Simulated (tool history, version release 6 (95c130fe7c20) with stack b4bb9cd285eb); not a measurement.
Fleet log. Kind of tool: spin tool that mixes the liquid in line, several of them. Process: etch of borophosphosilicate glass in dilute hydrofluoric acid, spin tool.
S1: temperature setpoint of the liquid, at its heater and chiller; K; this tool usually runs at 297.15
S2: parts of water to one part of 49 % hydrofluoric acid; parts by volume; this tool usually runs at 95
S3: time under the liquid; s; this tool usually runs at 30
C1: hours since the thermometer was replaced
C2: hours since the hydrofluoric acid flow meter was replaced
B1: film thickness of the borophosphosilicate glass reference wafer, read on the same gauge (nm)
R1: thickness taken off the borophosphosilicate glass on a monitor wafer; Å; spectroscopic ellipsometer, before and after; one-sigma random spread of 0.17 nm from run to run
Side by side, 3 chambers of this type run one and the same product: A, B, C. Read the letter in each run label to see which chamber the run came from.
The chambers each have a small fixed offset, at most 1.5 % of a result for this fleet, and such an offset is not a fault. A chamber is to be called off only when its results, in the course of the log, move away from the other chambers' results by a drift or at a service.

run 1C hour=5.4 | S1=297.15 S2=95 S3=30 | C1=288.9 C2=104.7 | B1=80.011 | R1=206.95
run 2B hour=10.9 | S1=297.15 S2=95 S3=30 | C1=292.2 C2=1328.4 | B1=80.047 | R1=201.71
run 3A hour=16.9 | S1=297.15 S2=95 S3=30 | C1=206.8 C2=129 | B1=79.992 | R1=203.8
run 4A hour=21.3 | S1=297.15 S2=95 S3=30 | C1=211.2 C2=133.4 | B1=79.974 | R1=200.8
run 5B hour=29 | S1=297.15 S2=95 S3=30 | C1=310.3 C2=1346.5 | B1=79.996 | R1=200.93
run 6C hour=35.4 | S1=294.15 S2=95 S3=15 | C1=318.9 C2=134.7 | B1=80.019 | R1=90.795
run 7C hour=42.7 | S1=294.15 S2=95 S3=15 | C1=326.2 C2=142 | B1=80.023 | R1=90.985
run 8A hour=48.2 | S1=294.15 S2=95 S3=15 | C1=238.1 C2=160.3 | B1=80.003 | R1=90.303
run 9B hour=52.2 | S1=297.15 S2=95 S3=30 | C1=333.5 C2=1369.7 | B1=79.996 | R1=201.38
run 10A hour=56.3 | S1=297.15 S2=95 S3=30 | C1=246.2 C2=168.4 | B1=79.993 | R1=202.44
run 11B hour=64.1 | S1=297.15 S2=95 S3=30 | C1=345.4 C2=1381.6 | B1=79.969 | R1=201.69
run 12C hour=71.3 | S1=297.15 S2=95 S3=30 | C1=354.8 C2=170.6 | B1=80.011 | R1=203.19
run 13A hour=74.8 | S1=297.15 S2=95 S3=30 | C1=264.7 C2=186.9 | B1=80.003 | R1=203.1
run 14B hour=81 | S1=297.15 S2=95 S3=30 | C1=362.3 C2=1398.5 | B1=80.038 | R1=207.18
run 15C hour=86.5 | S1=297.15 S2=95 S3=30 | C1=370 C2=185.8 | B1=80.018 | R1=204.94
run 16B hour=89.9 | S1=297.15 S2=95 S3=30 | C1=371.2 C2=1407.4 | B1=80.009 | R1=207.65
run 17C hour=97.3 | S1=293.65 S2=95 S3=30 | C1=380.8 C2=196.6 | B1=80.024 | R1=177.89
run 18A hour=101.6 | S1=293.65 S2=95 S3=30 | C1=291.5 C2=213.7 | B1=80.001 | R1=176.86
run 19C hour=107.3 | S1=293.65 S2=95 S3=30 | C1=390.8 C2=206.6 | B1=80.013 | R1=174.65
run 20A hour=114.3 | S1=297.15 S2=95 S3=30 | C1=304.2 C2=226.4 | B1=80.012 | R1=204.52
run 21B hour=121.9 | S1=297.15 S2=95 S3=30 | C1=403.2 C2=1439.4 | B1=80.017 | R1=206.68
run 22A hour=128.8 | S1=297.15 S2=95 S3=30 | C1=318.7 C2=240.9 | B1=79.983 | R1=202.87
run 23B hour=132.7 | S1=297.15 S2=95 S3=30 | C1=414 C2=1450.2 | B1=80.004 | R1=209.48
run 24C hour=140.2 | S1=297.15 S2=95 S3=30 | C1=423.7 C2=239.5 | B1=79.992 | R1=207.38
run 25B hour=148.1 | S1=297.15 S2=95 S3=30 | C1=429.4 C2=1465.6 | B1=80.024 | R1=211.49
run 26C hour=155.2 | S1=297.15 S2=95 S3=30 | C1=438.7 C2=254.5 | B1=80.012 | R1=205.38
run 27A hour=159.4 | S1=297.15 S2=95 S3=30 | C1=349.3 C2=271.5 | B1=80.06 | R1=205.11
run 28A hour=163.8 | S1=297.15 S2=95 S3=30 | C1=353.7 C2=275.9 | B1=80.009 | R1=202.91
run 29C hour=171.6 | S1=297.15 S2=95 S3=30 | C1=455.1 C2=270.9 | B1=79.987 | R1=206.78
run 30B hour=175.1 | S1=297.15 S2=95 S3=30 | C1=456.4 C2=1492.6 | B1=79.997 | R1=213.71
run 31A hour=178.9 | S1=297.15 S2=95 S3=30 | C1=368.8 C2=291 | B1=80.013 | R1=202.05
run 32C hour=183 | S1=297.15 S2=95 S3=30 | C1=466.5 C2=282.3 | B1=80.023 | R1=204.85

Decide between three cases: one chamber stands off from its peers, the gauge reading all wafers drifts, or nothing is wrong past each chamber's small offset. Where a chamber is off, say which and what most likely put it there.

Little by little, chamber B moves away from the other chambers.
What lies behind it: liquid hotter than its thermometer reads (K) = 1.52.
The log may not tell that from: hydrofluoric acid flow above the setpoint (%).

Below are 4 candidate recipes for chamber B's next run, each the usual settings with a change, their results shown as question marks. Which of them brings B's results back in line with what the other chambers give on the usual settings?
Counts as in line when no further than this from what the other chambers average on the usual settings: R1 6 Å
run 33B-1 hour=188.7 | S1=299.65 S2=95 S3=30 | R1=?
run 33B-2 hour=188.7 | S1=297.15 S2=100 S3=30 | R1=?
run 33B-3 hour=188.7 | S1=294.65 S2=95 S3=30 | R1=?
run 33B-4 hour=188.7 | S1=298.15 S2=95 S3=30 | R1=?

The other chambers' mean on the usual settings: R1 204.26 Å
run=33B-1 R1=234.65
run=33B-2 R1=201.23
run=33B-3 R1=193.25
run=33B-4 R1=221.62
33B-2 puts the chamber back in line with the other chambers.
